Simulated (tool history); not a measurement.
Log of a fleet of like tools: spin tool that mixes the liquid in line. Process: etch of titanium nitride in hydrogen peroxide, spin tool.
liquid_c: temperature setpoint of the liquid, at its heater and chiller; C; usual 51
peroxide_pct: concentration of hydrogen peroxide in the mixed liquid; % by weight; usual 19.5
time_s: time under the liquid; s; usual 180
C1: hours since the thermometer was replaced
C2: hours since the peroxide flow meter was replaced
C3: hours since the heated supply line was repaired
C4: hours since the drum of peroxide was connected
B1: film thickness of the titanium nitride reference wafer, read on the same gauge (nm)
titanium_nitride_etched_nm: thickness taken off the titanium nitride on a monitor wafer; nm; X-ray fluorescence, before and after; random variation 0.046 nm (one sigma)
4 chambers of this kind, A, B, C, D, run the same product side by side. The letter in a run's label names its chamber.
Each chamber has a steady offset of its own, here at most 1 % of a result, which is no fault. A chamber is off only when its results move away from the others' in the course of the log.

{"run": "1C", "hour": 4.0, "liquid_c": 51, "peroxide_pct": 19.5, "time_s": 180, "C1": 152.6, "C2": 688.7, "C3": 42.4, "C4": 11.9, "B1": 149.99, "titanium_nitride_etched_nm": 4.8452}
{"run": "2D", "hour": 10.2, "liquid_c": 51, "peroxide_pct": 19.5, "time_s": 180, "C1": 296.3, "C2": 657.4, "C3": 855.4, "C4": 366.1, "B1": 150.02, "titanium_nitride_etched_nm": 4.6946}
{"run": "3B", "hour": 14.6, "liquid_c": 51, "peroxide_pct": 19.5, "time_s": 180, "C1": 782.9, "C2": 119.9, "C3": 422.7, "C4": 146.4, "B1": 149.99, "titanium_nitride_etched_nm": 4.8033}
{"run": "4A", "hour": 19.4, "liquid_c": 51, "peroxide_pct": 19.5, "time_s": 180, "C1": 918.4, "C2": 443.2, "C3": 67.8, "C4": 263.6, "B1": 150, "titanium_nitride_etched_nm": 4.8421}
{"run": "5C", "hour": 23.6, "liquid_c": 51, "peroxide_pct": 19.5, "time_s": 180, "C1": 172.2, "C2": 708.3, "C3": 62, "C4": 31.5, "B1": 150.01, "titanium_nitride_etched_nm": 4.8117}
{"run": "6B", "hour": 30.9, "liquid_c": 57.5, "peroxide_pct": 14, "time_s": 180, "C1": 799.2, "C2": 136.2, "C3": 439, "C4": 162.7, "B1": 150, "titanium_nitride_etched_nm": 7.1103}
{"run": "7D", "hour": 34.6, "liquid_c": 57.5, "peroxide_pct": 14, "time_s": 180, "C1": 320.7, "C2": 681.8, "C3": 879.8, "C4": 390.5, "B1": 150.01, "titanium_nitride_etched_nm": 7.2813}
{"run": "8A", "hour": 41.8, "liquid_c": 57.5, "peroxide_pct": 14, "time_s": 180, "C1": 940.8, "C2": 465.6, "C3": 90.2, "C4": 286, "B1": 150.01, "titanium_nitride_etched_nm": 7.2784}
{"run": "9A", "hour": 48.7, "liquid_c": 57.5, "peroxide_pct": 14, "time_s": 180, "C1": 947.7, "C2": 472.5, "C3": 97.1, "C4": 292.9, "B1": 150.04, "titanium_nitride_etched_nm": 7.1809}
{"run": "10B", "hour": 56.3, "liquid_c": 51, "peroxide_pct": 19.5, "time_s": 180, "C1": 824.6, "C2": 161.6, "C3": 464.4, "C4": 188.1, "B1": 149.98, "titanium_nitride_etched_nm": 4.7978}
{"run": "11C", "hour": 62.3, "liquid_c": 51, "peroxide_pct": 22, "time_s": 270, "C1": 210.9, "C2": 747, "C3": 100.7, "C4": 70.2, "B1": 150, "titanium_nitride_etched_nm": 7.3624}
{"run": "12D", "hour": 69.9, "liquid_c": 51, "peroxide_pct": 22, "time_s": 270, "C1": 356, "C2": 717.1, "C3": 915.1, "C4": 425.8, "B1": 150.01, "titanium_nitride_etched_nm": 7.78}
{"run": "13A", "hour": 76.1, "liquid_c": 51, "peroxide_pct": 22, "time_s": 270, "C1": 975.1, "C2": 499.9, "C3": 124.5, "C4": 320.3, "B1": 150.02, "titanium_nitride_etched_nm": 7.4271}
{"run": "14C", "hour": 79.5, "liquid_c": 51, "peroxide_pct": 22, "time_s": 270, "C1": 228.1, "C2": 764.2, "C3": 117.9, "C4": 87.4, "B1": 149.99, "titanium_nitride_etched_nm": 7.3932}
{"run": "15D", "hour": 83.8, "liquid_c": 51, "peroxide_pct": 19.5, "time_s": 180, "C1": 369.9, "C2": 731, "C3": 929, "C4": 439.7, "B1": 150.02, "titanium_nitride_etched_nm": 5.0131}
{"run": "16B", "hour": 88.9, "liquid_c": 51, "peroxide_pct": 19.5, "time_s": 180, "C1": 857.2, "C2": 194.2, "C3": 497, "C4": 220.7, "B1": 150, "titanium_nitride_etched_nm": 4.7909}
{"run": "17D", "hour": 93.7, "liquid_c": 51, "peroxide_pct": 19.5, "time_s": 180, "C1": 379.8, "C2": 740.9, "C3": 938.9, "C4": 449.6, "B1": 149.99, "titanium_nitride_etched_nm": 5.0444}
{"run": "18B", "hour": 100.2, "liquid_c": 51, "peroxide_pct": 19.5, "time_s": 180, "C1": 868.5, "C2": 205.5, "C3": 508.3, "C4": 232, "B1": 150.01, "titanium_nitride_etched_nm": 4.7728}
{"run": "19C", "hour": 103.7, "liquid_c": 51, "peroxide_pct": 19.5, "time_s": 180, "C1": 252.3, "C2": 788.4, "C3": 142.1, "C4": 111.6, "B1": 150.01, "titanium_nitride_etched_nm": 4.7728}
{"run": "20A", "hour": 109.3, "liquid_c": 51, "peroxide_pct": 19.5, "time_s": 180, "C1": 1008.3, "C2": 533.1, "C3": 157.7, "C4": 353.5, "B1": 150, "titanium_nitride_etched_nm": 4.8115}
{"run": "21D", "hour": 116.8, "liquid_c": 51, "peroxide_pct": 19.5, "time_s": 180, "C1": 402.9, "C2": 764, "C3": 962, "C4": 472.7, "B1": 149.98, "titanium_nitride_etched_nm": 5.0986}
{"run": "22A", "hour": 123.2, "liquid_c": 51, "peroxide_pct": 19.5, "time_s": 180, "C1": 1022.2, "C2": 547, "C3": 171.6, "C4": 367.4, "B1": 149.99, "titanium_nitride_etched_nm": 4.7751}
{"run": "23C", "hour": 127.7, "liquid_c": 51, "peroxide_pct": 19.5, "time_s": 180, "C1": 276.3, "C2": 812.4, "C3": 166.1, "C4": 135.6, "B1": 150, "titanium_nitride_etched_nm": 4.8741}
{"run": "24B", "hour": 131.6, "liquid_c": 51, "peroxide_pct": 19.5, "time_s": 180, "C1": 899.9, "C2": 236.9, "C3": 539.7, "C4": 263.4, "B1": 150, "titanium_nitride_etched_nm": 4.7531}
{"run": "25D", "hour": 139.4, "liquid_c": 51, "peroxide_pct": 19.5, "time_s": 180, "C1": 425.5, "C2": 786.6, "C3": 984.6, "C4": 495.3, "B1": 149.99, "titanium_nitride_etched_nm": 5.108}
{"run": "26C", "hour": 144.1, "liquid_c": 51, "peroxide_pct": 19.5, "time_s": 180, "C1": 292.7, "C2": 828.8, "C3": 182.5, "C4": 152, "B1": 150.01, "titanium_nitride_etched_nm": 4.823}
{"run": "27A", "hour": 148.0, "liquid_c": 51, "peroxide_pct": 19.5, "time_s": 180, "C1": 1047, "C2": 571.8, "C3": 196.4, "C4": 392.2, "B1": 149.99, "titanium_nitride_etched_nm": 4.7902}
{"run": "28B", "hour": 155.2, "liquid_c": 51, "peroxide_pct": 19.5, "time_s": 180, "C1": 923.5, "C2": 260.5, "C3": 563.3, "C4": 287, "B1": 150.02, "titanium_nitride_etched_nm": 4.7777}

All 4 chambers run these settings next. Forecast each chamber's results:
{"run": "29A", "hour": 160.8, "liquid_c": 60.5, "peroxide_pct": 19.5, "time_s": 180, "titanium_nitride_etched_nm": "?"}
{"run": "29B", "hour": 160.8, "liquid_c": 60.5, "peroxide_pct": 19.5, "time_s": 180, "titanium_nitride_etched_nm": "?"}
{"run": "29C", "hour": 160.8, "liquid_c": 60.5, "peroxide_pct": 19.5, "time_s": 180, "titanium_nitride_etched_nm": "?"}
{"run": "29D", "hour": 160.8, "liquid_c": 60.5, "peroxide_pct": 19.5, "time_s": 180, "titanium_nitride_etched_nm": "?"}

run=29A titanium_nitride_etched_nm=9.3467
run=29B titanium_nitride_etched_nm=9.3813
run=29C titanium_nitride_etched_nm=9.2414
run=29D titanium_nitride_etched_nm=10.099
